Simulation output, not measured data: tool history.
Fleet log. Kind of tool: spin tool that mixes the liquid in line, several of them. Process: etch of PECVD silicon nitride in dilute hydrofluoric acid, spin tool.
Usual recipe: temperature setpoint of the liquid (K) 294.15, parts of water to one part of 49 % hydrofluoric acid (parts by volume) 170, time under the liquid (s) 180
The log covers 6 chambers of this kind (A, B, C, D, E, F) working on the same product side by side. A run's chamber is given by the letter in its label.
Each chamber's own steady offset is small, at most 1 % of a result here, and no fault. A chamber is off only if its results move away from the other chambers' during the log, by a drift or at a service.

run,hour,temperature setpoint of the liquid (K),parts of water to one part of 49 % hydrofluoric acid (parts by volume),time under the liquid (s),"read-back film thickness of the PECVD silicon nitride reference wafer, read on the same gauge (nm)",thickness taken off the PECVD silicon nitride on a monitor wafer (Å)
1A,9.4,294.15,170,180,129.98,18.8430
2C,17.4,294.15,170,180,130.00,19.3610
3E,25.8,294.15,170,180,129.97,19.0430
4B,38.3,294.15,170,180,129.98,18.2090
5F,50.6,294.15,170,180,130.00,19.2060
# hour 55.0: chamber E: hydrofluoric acid flow meter replaced
6D,66.5,294.15,170,180,130.05,18.6690
7F,77.4,294.15,170,180,129.98,19.1010
8A,85.5,294.15,170,180,129.98,19.3650
9D,99.9,294.15,170,180,129.99,18.6070
# hour 110.8: chamber A: thermometer replaced
10C,115.2,294.15,245,180,130.01,13.0370
11B,129.4,294.15,245,180,130.01,13.4000
12E,138.9,294.15,245,180,129.99,12.8980
13C,153.2,294.15,245,180,129.97,12.9540
14A,164.0,294.15,245,180,129.96,13.0390
15B,179.7,294.15,245,180,130.03,13.1360
# hour 184.1: chamber F: hydrofluoric acid flow meter replaced
16E,194.8,299.15,170,180,129.99,25.4360
17D,210.4,299.15,170,180,129.98,25.8520
18F,225.9,299.15,170,180,130.04,26.3910
19E,239.8,299.15,170,180,130.00,25.7880
20A,248.9,299.15,170,180,130.04,25.5280
21F,264.5,299.15,170,180,130.02,25.7370
# hour 264.8: chamber B: hydrofluoric acid flow meter replaced
# hour 275.5: chamber D: thermometer replaced
22D,278.3,290.65,220,180,130.04,11.6000
23B,288.8,290.65,220,180,130.00,11.7180
# hour 293.8: chamber D: hydrofluoric acid flow meter replaced
24C,296.6,290.65,220,180,130.01,11.6490
25E,310.3,290.65,220,180,129.99,11.9780
26C,324.5,290.65,220,180,130.02,11.4330
27A,333.9,290.65,220,180,129.99,11.7010
28F,348.4,294.15,170,180,130.01,18.6030
29B,357.4,294.15,200,100,130.01,9.0920
30D,373.1,294.15,200,100,130.00,9.1128
31A,385.5,294.15,200,100,129.99,9.1460
# hour 394.5: chamber C: hydrofluoric acid flow meter replaced
32D,396.7,294.15,200,100,130.00,8.7492
33B,407.7,294.15,200,100,129.98,9.1845
34F,420.8,294.15,200,100,129.97,9.0146
35C,430.7,294.15,170,180,130.02,18.1450
36E,439.3,294.15,170,180,130.05,18.7100
37B,450.7,294.15,170,180,129.98,19.1660
38E,458.4,298.15,120,180,129.96,34.6970
39C,472.7,298.15,120,180,130.00,34.1200
40F,484.5,298.15,120,180,130.00,34.9760
41D,495.1,298.15,120,180,130.05,33.2600

Predict what each chamber gives when all 6 of them run the settings below next.
42A,506.5,294.15,210,180,,?
42B,506.5,294.15,210,180,,?
42C,506.5,294.15,210,180,,?
42D,506.5,294.15,210,180,,?
42E,506.5,294.15,210,180,,?
42F,506.5,294.15,210,180,,?

run,thickness taken off the PECVD silicon nitride on a monitor wafer (Å)
42A,15.5310
42B,15.7550
42C,15.2370
42D,15.0020
42E,15.2560
42F,15.1530
